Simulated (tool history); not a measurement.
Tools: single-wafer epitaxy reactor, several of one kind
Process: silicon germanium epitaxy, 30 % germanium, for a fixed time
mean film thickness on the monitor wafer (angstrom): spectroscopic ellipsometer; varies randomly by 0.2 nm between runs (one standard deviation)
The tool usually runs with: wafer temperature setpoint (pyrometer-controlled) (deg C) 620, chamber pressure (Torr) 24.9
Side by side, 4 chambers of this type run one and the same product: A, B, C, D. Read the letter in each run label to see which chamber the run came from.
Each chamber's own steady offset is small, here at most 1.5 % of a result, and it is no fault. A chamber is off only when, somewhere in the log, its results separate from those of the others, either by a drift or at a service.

run,hour,wafer temperature setpoint (pyrometer-controlled) (deg C),chamber pressure (Torr),"read-back reference wafer on the same gauge, thickness_nm",mean film thickness on the monitor wafer (angstrom)
1C,10.8,620,24.9,104.31,919.72
2B,18.5,620,24.9,104.34,929.37
3D,29.7,620,24.9,104.27,923.84
4A,39.7,620,24.9,104.25,933.27
5D,51.5,614,28.4,104.35,879.44
6A,59.7,614,28.4,104.25,883.33
7B,67.1,614,28.4,104.27,884.82
8C,72.8,614,28.4,104.23,870.73
# hour 80.0: chamber C: pyrometer calibrated
9C,84.0,620,24.9,104.33,921.42
10D,93.8,620,24.9,104.28,926.81
11B,99.5,620,22.9,104.28,892.37
12A,107.5,620,22.9,104.31,904.25
13B,114.1,620,22.9,104.31,895.87
14D,122.9,620,22.9,104.34,894.55
15A,132.1,620,24.9,104.33,936.20
16C,137.2,620,24.9,104.30,924.50
17C,148.5,620,24.9,104.29,920.27
18A,154.8,620,24.9,104.28,938.15
19D,163.2,620,24.9,104.25,927.11
20B,174.2,620,24.9,104.29,927.68
21D,180.0,620,24.9,104.25,929.37
22A,185.6,620,24.9,104.34,939.10
23B,191.7,620,24.9,104.32,927.54
24C,200.4,620,24.9,104.26,922.06
25A,208.2,620,24.9,104.26,945.62
26D,215.3,620,24.9,104.34,927.08
27C,223.2,620,24.9,104.26,920.98
28B,231.3,620,24.9,104.30,928.28
29C,242.5,620,24.9,104.33,921.47
30A,250.9,626,26.9,104.32,1079.80
31D,260.8,626,26.9,104.27,1063.40
32B,270.3,626,26.9,104.36,1062.60
33C,276.2,626,26.9,104.32,1055.40
34B,281.6,620,24.9,104.32,927.05
35A,292.2,620,24.9,104.31,946.24
36D,299.5,633,19.3,104.28,1042.40
37D,310.3,633,19.3,104.31,1045.40
38B,321.2,633,19.3,104.35,1045.80
39A,330.6,633,19.3,104.30,1072.20

One chamber off, gauge drift, or nothing amiss beyond the chambers' own small offsets? If it is a chamber, which one, and what is the likeliest cause?

It is chamber A that slowly wanders off from its peers.
Most likely cause: true pressure above the setpoint (%) = 4.
The log might look much the same if the cause were instead: wafer temperature above the value expected at the setpoint (K).

Here are 4 candidates for chamber A's next run, each the usual settings with a change, their results left as question marks. Which one brings its results back in line with what the others give on the usual settings?
In line means no further than this from the other chambers' mean on the usual settings: mean film thickness on the monitor wafer (angstrom) 7.40
40A-1,339.1,620,23.3,,?
40A-2,339.1,622,25.2,,?
40A-3,339.1,620,26.5,,?
40A-4,339.1,618,24.6,,?

What the other chambers average on the usual settings: mean film thickness on the monitor wafer (angstrom) 924.37
run,mean film thickness on the monitor wafer (angstrom)
40A-1,923.98
40A-2,987.67
40A-3,973.00
40A-4,911.58
With 40A-1, the chamber falls back in line with the rest.
